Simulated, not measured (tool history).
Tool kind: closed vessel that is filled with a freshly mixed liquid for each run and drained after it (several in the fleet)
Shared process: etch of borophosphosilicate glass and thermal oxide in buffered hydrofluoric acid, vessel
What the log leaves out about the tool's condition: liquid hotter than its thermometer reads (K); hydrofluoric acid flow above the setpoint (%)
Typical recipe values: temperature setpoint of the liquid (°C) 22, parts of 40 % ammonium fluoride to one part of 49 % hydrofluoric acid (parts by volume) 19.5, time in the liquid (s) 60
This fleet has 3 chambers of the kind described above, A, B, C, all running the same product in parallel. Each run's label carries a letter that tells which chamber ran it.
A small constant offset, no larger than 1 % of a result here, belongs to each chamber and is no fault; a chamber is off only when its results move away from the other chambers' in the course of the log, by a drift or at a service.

| run | hour | temperature setpoint of the liquid (°C) | parts of 40 % ammonium fluoride to one part of 49 % hydrofluoric acid (parts by volume) | time in the liquid (s) | hours since the thermometer was replaced | hours since the hydrofluoric acid flow meter was replaced | read-back film thickness of the borophosphosilicate glass reference wafer, read on the same gauge (nm) | read-back film thickness of the thermal oxide reference wafer, read on the same gauge (nm) | thickness taken off the borophosphosilicate glass on a monitor wafer (Å) | thickness taken off the thermal oxide on a monitor wafer (Å) |
|---|---|---|---|---|---|---|---|---|---|---|
| 1C | 5.0 | 22 | 19.5 | 60 | 248.5 | 153.7 | 130.00 | 79.984 | 741.16 | 314.19 |
| 2B | 13.4 | 22 | 19.5 | 60 | 409.5 | 231.2 | 130.05 | 80.045 | 741.24 | 306.76 |
| 3A | 20.0 | 22 | 19.5 | 60 | 897.7 | 440.5 | 130.00 | 80.017 | 741.95 | 308.49 |
| 4A | 29.8 | 22 | 19.5 | 60 | 907.5 | 450.3 | 130.02 | 80.000 | 745.31 | 314.91 |
| 5C | 37.9 | 22 | 19.5 | 60 | 281.4 | 186.6 | 129.98 | 80.007 | 747.60 | 311.97 |
| 6B | 46.7 | 22 | 19.5 | 60 | 442.8 | 264.5 | 129.99 | 79.996 | 737.89 | 304.21 |
| 7C | 54.2 | 22 | 19.5 | 60 | 297.7 | 202.9 | 130.00 | 80.000 | 741.37 | 309.05 |
| 8A | 64.6 | 22 | 19.5 | 75 | 942.3 | 485.1 | 130.01 | 80.024 | 930.80 | 390.99 |
| 9B | 70.3 | 22 | 19.5 | 75 | 466.4 | 288.1 | 129.95 | 79.973 | 930.92 | 383.88 |
| 10B | 78.1 | 22 | 19.5 | 75 | 474.2 | 295.9 | 129.98 | 80.009 | 944.63 | 382.82 |
| 11C | 86.8 | 26 | 19.5 | 35 | 330.3 | 235.5 | 130.00 | 79.967 | 543.99 | 225.96 |
| 12A | 96.0 | 26 | 19.5 | 35 | 973.7 | 516.5 | 129.95 | 80.007 | 553.91 | 229.04 |
| 13A | 103.3 | 26 | 19.5 | 35 | 981.0 | 523.8 | 130.02 | 80.003 | 550.62 | 230.99 |
| 14C | 108.3 | 22 | 19.5 | 60 | 351.8 | 257.0 | 129.97 | 80.017 | 745.75 | 313.56 |
| 15B | 114.4 | 22 | 19.5 | 60 | 510.5 | 332.2 | 129.97 | 80.011 | 742.02 | 311.05 |
| 16C | 121.9 | 27 | 23.0 | 60 | 365.4 | 270.6 | 130.00 | 79.989 | 858.24 | 363.27 |
| 17A | 131.3 | 27 | 23.0 | 60 | 1009.0 | 551.8 | 130.02 | 79.986 | 883.34 | 373.36 |
| 18B | 140.8 | 27 | 23.0 | 60 | 536.9 | 358.6 | 129.99 | 80.015 | 849.04 | 353.71 |
| 19C | 148.8 | 22 | 19.5 | 60 | 392.3 | 297.5 | 129.98 | 79.989 | 747.03 | 314.42 |
| 20B | 159.0 | 22 | 19.5 | 60 | 555.1 | 376.8 | 129.97 | 79.996 | 745.06 | 306.49 |
| 21A | 164.6 | 22 | 19.5 | 60 | 1042.3 | 585.1 | 130.00 | 79.986 | 791.07 | 331.78 |
| 22A | 173.5 | 22 | 19.5 | 60 | 1051.2 | 594.0 | 129.99 | 80.033 | 786.82 | 329.52 |
| 23C | 181.1 | 22 | 19.5 | 60 | 424.6 | 329.8 | 129.98 | 80.000 | 739.92 | 313.24 |
| 24B | 187.3 | 22 | 24.0 | 60 | 583.4 | 405.1 | 130.00 | 79.974 | 644.31 | 267.50 |
| 25B | 192.7 | 22 | 24.0 | 60 | 588.8 | 410.5 | 129.97 | 79.970 | 636.23 | 270.57 |
| 26C | 200.8 | 22 | 24.0 | 60 | 444.3 | 349.5 | 130.00 | 79.988 | 640.26 | 263.76 |
| 27A | 206.6 | 22 | 19.5 | 60 | 1084.3 | 627.1 | 130.01 | 79.988 | 792.27 | 329.19 |
| 28B | 211.9 | 22 | 19.5 | 90 | 608.0 | 429.7 | 130.03 | 80.024 | 1115.20 | 465.91 |
| 29C | 220.8 | 22 | 19.5 | 90 | 464.3 | 369.5 | 129.97 | 79.950 | 1121.60 | 468.64 |
| 30A | 227.2 | 22 | 19.5 | 90 | 1104.9 | 647.7 | 130.01 | 79.980 | 1209.00 | 498.31 |
| 31C | 233.1 | 22 | 19.5 | 60 | 476.6 | 381.8 | 129.99 | 79.963 | 736.37 | 309.19 |
| 32B | 239.3 | 22 | 19.5 | 60 | 635.4 | 457.1 | 130.00 | 79.988 | 743.22 | 306.65 |
| 33A | 246.8 | 22 | 19.5 | 60 | 1124.5 | 667.3 | 129.96 | 79.997 | 803.27 | 333.22 |

Next, every chamber runs the same settings. What will each give?
| 34A | 255.0 | 22 | 19.5 | 60 |  |  |  |  | ? | ? |
| 34B | 255.0 | 22 | 19.5 | 60 |  |  |  |  | ? | ? |
| 34C | 255.0 | 22 | 19.5 | 60 |  |  |  |  | ? | ? |

| run | thickness taken off the borophosphosilicate glass on a monitor wafer (Å) | thickness taken off the thermal oxide on a monitor wafer (Å) |
|---|---|---|
| 34A | 802.92 | 340.79 |
| 34B | 751.83 | 313.22 |
| 34C | 745.81 | 312.21 |
